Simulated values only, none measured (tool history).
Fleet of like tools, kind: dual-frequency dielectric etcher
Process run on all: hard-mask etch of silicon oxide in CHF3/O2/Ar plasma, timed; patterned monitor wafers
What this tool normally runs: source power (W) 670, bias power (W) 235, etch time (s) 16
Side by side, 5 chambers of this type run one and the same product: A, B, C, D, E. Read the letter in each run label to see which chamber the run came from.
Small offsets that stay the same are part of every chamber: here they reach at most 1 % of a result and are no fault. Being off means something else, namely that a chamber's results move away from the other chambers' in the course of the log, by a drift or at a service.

| run | hour | source power (W) | bias power (W) | etch time (s) | hours since the last wet clean | hours since the last source power generator calibration | hours since the last bias power generator calibration | read-back reference wafer on the same gauge, depth_nm | mean etch depth across the wafer (nm) |
|---|---|---|---|---|---|---|---|---|---|
| 1B | 5.2 | 670 | 235 | 16 | 441.9 | 1047.3 | 1239.8 | 29.300 | 35.887 |
| 2C | 9.0 | 670 | 235 | 16 | 272.8 | 236.0 | 603.1 | 29.321 | 35.666 |
| 3E | 13.6 | 670 | 235 | 16 | 262.4 | 3925.9 | 2225.5 | 29.290 | 36.589 |
| 4D | 20.7 | 670 | 235 | 16 | 126.4 | 1884.0 | 1536.7 | 29.308 | 35.928 |
| 5A | 26.2 | 670 | 235 | 16 | 300.6 | 2124.9 | 4104.2 | 29.311 | 36.259 |
| 6E | 30.6 | 670 | 235 | 16 | 279.4 | 3942.9 | 2242.5 | 29.282 | 36.600 |
| 7D | 34.1 | 670 | 235 | 16 | 139.8 | 1897.4 | 1550.1 | 29.297 | 35.965 |
| 8C | 40.7 | 670 | 285 | 14 | 304.5 | 267.7 | 634.8 | 29.317 | 33.812 |
| 9B | 47.9 | 670 | 285 | 14 | 484.6 | 1090.0 | 1282.5 | 29.279 | 34.154 |
| 10A | 54.2 | 670 | 285 | 14 | 328.6 | 2152.9 | 4132.2 | 29.274 | 33.968 |
| 11A | 61.3 | 670 | 285 | 14 | 335.7 | 2160.0 | 4139.3 | 29.303 | 33.941 |
| 12D | 66.5 | 670 | 285 | 14 | 172.2 | 1929.8 | 1582.5 | 29.306 | 33.977 |
| 13E | 71.6 | 670 | 235 | 16 | 320.4 | 3983.9 | 2283.5 | 29.269 | 36.318 |
| 14C | 77.0 | 830 | 235 | 11 | 340.8 | 304.0 | 671.1 | 29.302 | 26.897 |
|  | 77.2 | chamber A: wet clean of the chamber |
| 15B | 82.2 | 830 | 235 | 11 | 518.9 | 1124.3 | 1316.8 | 29.265 | 26.891 |
|  | 83.3 | chamber C: wet clean of the chamber |
| 16D | 88.8 | 830 | 235 | 11 | 194.5 | 1952.1 | 1604.8 | 29.288 | 26.799 |
| 17C | 93.7 | 830 | 235 | 11 | 10.4 | 320.7 | 687.8 | 29.313 | 28.013 |
| 18E | 100.9 | 830 | 235 | 11 | 349.7 | 4013.2 | 2312.8 | 29.341 | 27.319 |
| 19A | 106.1 | 670 | 235 | 18 | 29.0 | 2204.8 | 4184.1 | 29.287 | 40.996 |
| 20B | 112.8 | 670 | 235 | 18 | 549.5 | 1154.9 | 1347.4 | 29.348 | 40.364 |
| 21E | 119.9 | 670 | 235 | 18 | 368.7 | 4032.2 | 2331.8 | 29.288 | 41.316 |
|  | 121.7 | chamber B: wet clean of the chamber |
| 22A | 126.4 | 670 | 235 | 18 | 49.3 | 2225.1 | 4204.4 | 29.276 | 40.686 |
| 23B | 130.8 | 670 | 235 | 18 | 9.2 | 1172.9 | 1365.4 | 29.307 | 40.518 |
| 24C | 135.0 | 670 | 235 | 16 | 51.7 | 362.0 | 729.1 | 29.333 | 37.732 |
| 25D | 142.1 | 670 | 235 | 16 | 247.8 | 2005.4 | 1658.1 | 29.267 | 35.856 |
| 26E | 145.9 | 670 | 235 | 16 | 394.7 | 4058.2 | 2357.8 | 29.263 | 36.575 |
| 27C | 150.7 | 670 | 235 | 16 | 67.4 | 377.7 | 744.8 | 29.264 | 37.516 |
| 28A | 157.6 | 670 | 235 | 16 | 80.5 | 2256.3 | 4235.6 | 29.296 | 36.294 |
| 29D | 161.1 | 670 | 235 | 16 | 266.8 | 2024.4 | 1677.1 | 29.296 | 35.921 |
| 30B | 167.8 | 670 | 235 | 16 | 46.2 | 1209.9 | 1402.4 | 29.315 | 36.405 |
| 31B | 172.7 | 670 | 235 | 16 | 51.1 | 1214.8 | 1407.3 | 29.289 | 35.620 |
| 32E | 178.8 | 670 | 235 | 16 | 427.6 | 4091.1 | 2390.7 | 29.301 | 36.445 |
| 33D | 186.0 | 670 | 235 | 16 | 291.7 | 2049.3 | 1702.0 | 29.256 | 35.925 |
| 34A | 190.7 | 670 | 235 | 16 | 113.6 | 2289.4 | 4268.7 | 29.292 | 35.912 |
| 35C | 195.6 | 670 | 235 | 16 | 112.3 | 422.6 | 789.7 | 29.316 | 37.346 |
| 36C | 200.9 | 670 | 235 | 16 | 117.6 | 427.9 | 795.0 | 29.275 | 37.538 |
| 37E | 206.7 | 670 | 235 | 16 | 455.5 | 4119.0 | 2418.6 | 29.309 | 36.294 |

Each of the 5 chambers runs these same settings next. Fill in every chamber's results:
| 38A | 211.9 | 670 | 235 | 13 |  |  |  |  | ? |
| 38B | 211.9 | 670 | 235 | 13 |  |  |  |  | ? |
| 38C | 211.9 | 670 | 235 | 13 |  |  |  |  | ? |
| 38D | 211.9 | 670 | 235 | 13 |  |  |  |  | ? |
| 38E | 211.9 | 670 | 235 | 13 |  |  |  |  | ? |

| run | mean etch depth across the wafer (nm) |
|---|---|
| 38A | 29.431 |
| 38B | 29.311 |
| 38C | 30.465 |
| 38D | 29.168 |
| 38E | 29.795 |

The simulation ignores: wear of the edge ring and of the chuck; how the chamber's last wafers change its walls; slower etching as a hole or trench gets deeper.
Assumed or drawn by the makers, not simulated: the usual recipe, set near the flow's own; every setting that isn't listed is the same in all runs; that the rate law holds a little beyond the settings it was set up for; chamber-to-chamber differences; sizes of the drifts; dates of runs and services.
